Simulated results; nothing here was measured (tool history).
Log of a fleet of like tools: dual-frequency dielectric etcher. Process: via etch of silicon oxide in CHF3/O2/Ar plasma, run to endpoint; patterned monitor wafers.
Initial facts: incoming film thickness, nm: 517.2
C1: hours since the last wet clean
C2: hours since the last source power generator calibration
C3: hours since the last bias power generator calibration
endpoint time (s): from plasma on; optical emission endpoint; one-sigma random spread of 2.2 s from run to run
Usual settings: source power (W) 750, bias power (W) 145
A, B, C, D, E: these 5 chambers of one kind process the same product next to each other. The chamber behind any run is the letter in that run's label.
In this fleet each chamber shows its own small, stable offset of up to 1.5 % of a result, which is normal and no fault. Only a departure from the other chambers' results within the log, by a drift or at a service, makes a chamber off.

run 1E hour=4.3 | source_power_(W)=750 bias_power_(W)=145 | C1=313.4 C2=1314.3 C3=1433.2 | endpoint_time_(s)=261.24
run 2A hour=8.7 | source_power_(W)=750 bias_power_(W)=145 | C1=247.1 C2=3988.4 C3=204.4 | endpoint_time_(s)=260.27
run 3B hour=11.3 | source_power_(W)=750 bias_power_(W)=145 | C1=129.7 C2=72.2 C3=2090.3 | endpoint_time_(s)=257.36
run 4C hour=16.4 | source_power_(W)=750 bias_power_(W)=145 | C1=241.5 C2=3833.6 C3=838.4 | endpoint_time_(s)=258.94
run 5D hour=19.4 | source_power_(W)=750 bias_power_(W)=145 | C1=388.3 C2=2812.0 C3=3448.4 | endpoint_time_(s)=262.51
run 6C hour=23.3 | source_power_(W)=750 bias_power_(W)=145 | C1=248.4 C2=3840.5 C3=845.3 | endpoint_time_(s)=262.19
run 7A hour=27.4 | source_power_(W)=750 bias_power_(W)=145 | C1=265.8 C2=4007.1 C3=223.1 | endpoint_time_(s)=262.69
run 8E hour=31.3 | source_power_(W)=750 bias_power_(W)=145 | C1=340.4 C2=1341.3 C3=1460.2 | endpoint_time_(s)=258.29
run 9D hour=33.9 | source_power_(W)=750 bias_power_(W)=145 | C1=402.8 C2=2826.5 C3=3462.9 | endpoint_time_(s)=259.21
run 10B hour=37.5 | source_power_(W)=750 bias_power_(W)=145 | C1=155.9 C2=98.4 C3=2116.5 | endpoint_time_(s)=256.92
run 11E hour=43.4 | source_power_(W)=810 bias_power_(W)=130 | C1=352.5 C2=1353.4 C3=1472.3 | endpoint_time_(s)=264.56
run 12D hour=46.7 | source_power_(W)=810 bias_power_(W)=130 | C1=415.6 C2=2839.3 C3=3475.7 | endpoint_time_(s)=268.79
run 13C hour=49.9 | source_power_(W)=810 bias_power_(W)=130 | C1=275.0 C2=3867.1 C3=871.9 | endpoint_time_(s)=260.22
run 14A hour=54.9 | source_power_(W)=810 bias_power_(W)=130 | C1=293.3 C2=4034.6 C3=250.6 | endpoint_time_(s)=257.88
run 15B hour=57.7 | source_power_(W)=810 bias_power_(W)=130 | C1=176.1 C2=118.6 C3=2136.7 | endpoint_time_(s)=256.48
run 16C hour=60.9 | source_power_(W)=750 bias_power_(W)=145 | C1=286.0 C2=3878.1 C3=882.9 | endpoint_time_(s)=255.81
run 17A hour=64.9 | source_power_(W)=680 bias_power_(W)=114 | C1=303.3 C2=4044.6 C3=260.6 | endpoint_time_(s)=288.35
run 18D hour=68.5 | source_power_(W)=680 bias_power_(W)=114 | C1=437.4 C2=2861.1 C3=3497.5 | endpoint_time_(s)=298.31
run 19B hour=72.5 | source_power_(W)=680 bias_power_(W)=114 | C1=190.9 C2=133.4 C3=2151.5 | endpoint_time_(s)=290.08
run 20E hour=76.7 | source_power_(W)=680 bias_power_(W)=114 | C1=385.8 C2=1386.7 C3=1505.6 | endpoint_time_(s)=292.52
run 21B hour=81.6 | source_power_(W)=680 bias_power_(W)=114 | C1=200.0 C2=142.5 C3=2160.6 | endpoint_time_(s)=288.47
run 22E hour=86.8 | source_power_(W)=750 bias_power_(W)=145 | C1=395.9 C2=1396.8 C3=1515.7 | endpoint_time_(s)=264.96
run 23A hour=89.6 | source_power_(W)=860 bias_power_(W)=145 | C1=328.0 C2=4069.3 C3=285.3 | endpoint_time_(s)=241.68
run 24C hour=92.4 | source_power_(W)=860 bias_power_(W)=145 | C1=317.5 C2=3909.6 C3=914.4 | endpoint_time_(s)=247.73
run 25D hour=95.1 | source_power_(W)=860 bias_power_(W)=145 | C1=464.0 C2=2887.7 C3=3524.1 | endpoint_time_(s)=255.06
run 26B hour=99.4 | source_power_(W)=860 bias_power_(W)=145 | C1=217.8 C2=160.3 C3=2178.4 | endpoint_time_(s)=243.96
run 27D hour=103.5 | source_power_(W)=860 bias_power_(W)=145 | C1=472.4 C2=2896.1 C3=3532.5 | endpoint_time_(s)=257.97
run 28A hour=106.2 | source_power_(W)=750 bias_power_(W)=145 | C1=344.6 C2=4085.9 C3=301.9 | endpoint_time_(s)=259.96
run 29C hour=110.5 | source_power_(W)=750 bias_power_(W)=145 | C1=335.6 C2=3927.7 C3=932.5 | endpoint_time_(s)=258.12
run 30E hour=113.5 | source_power_(W)=750 bias_power_(W)=145 | C1=422.6 C2=1423.5 C3=1542.4 | endpoint_time_(s)=260.63
run 31E hour=119.3 | source_power_(W)=750 bias_power_(W)=145 | C1=428.4 C2=1429.3 C3=1548.2 | endpoint_time_(s)=258.01

For the next run the whole fleet of 5 chambers uses the same settings. Give each chamber's results:
run 32A hour=123.4 | source_power_(W)=750 bias_power_(W)=130 | endpoint_time_(s)=?
run 32B hour=123.4 | source_power_(W)=750 bias_power_(W)=130 | endpoint_time_(s)=?
run 32C hour=123.4 | source_power_(W)=750 bias_power_(W)=130 | endpoint_time_(s)=?
run 32D hour=123.4 | source_power_(W)=750 bias_power_(W)=130 | endpoint_time_(s)=?
run 32E hour=123.4 | source_power_(W)=750 bias_power_(W)=130 | endpoint_time_(s)=?

run=32A endpoint_time_(s)=266.10
run=32B endpoint_time_(s)=267.82
run=32C endpoint_time_(s)=268.68
run=32D endpoint_time_(s)=281.24
run=32E endpoint_time_(s)=266.40

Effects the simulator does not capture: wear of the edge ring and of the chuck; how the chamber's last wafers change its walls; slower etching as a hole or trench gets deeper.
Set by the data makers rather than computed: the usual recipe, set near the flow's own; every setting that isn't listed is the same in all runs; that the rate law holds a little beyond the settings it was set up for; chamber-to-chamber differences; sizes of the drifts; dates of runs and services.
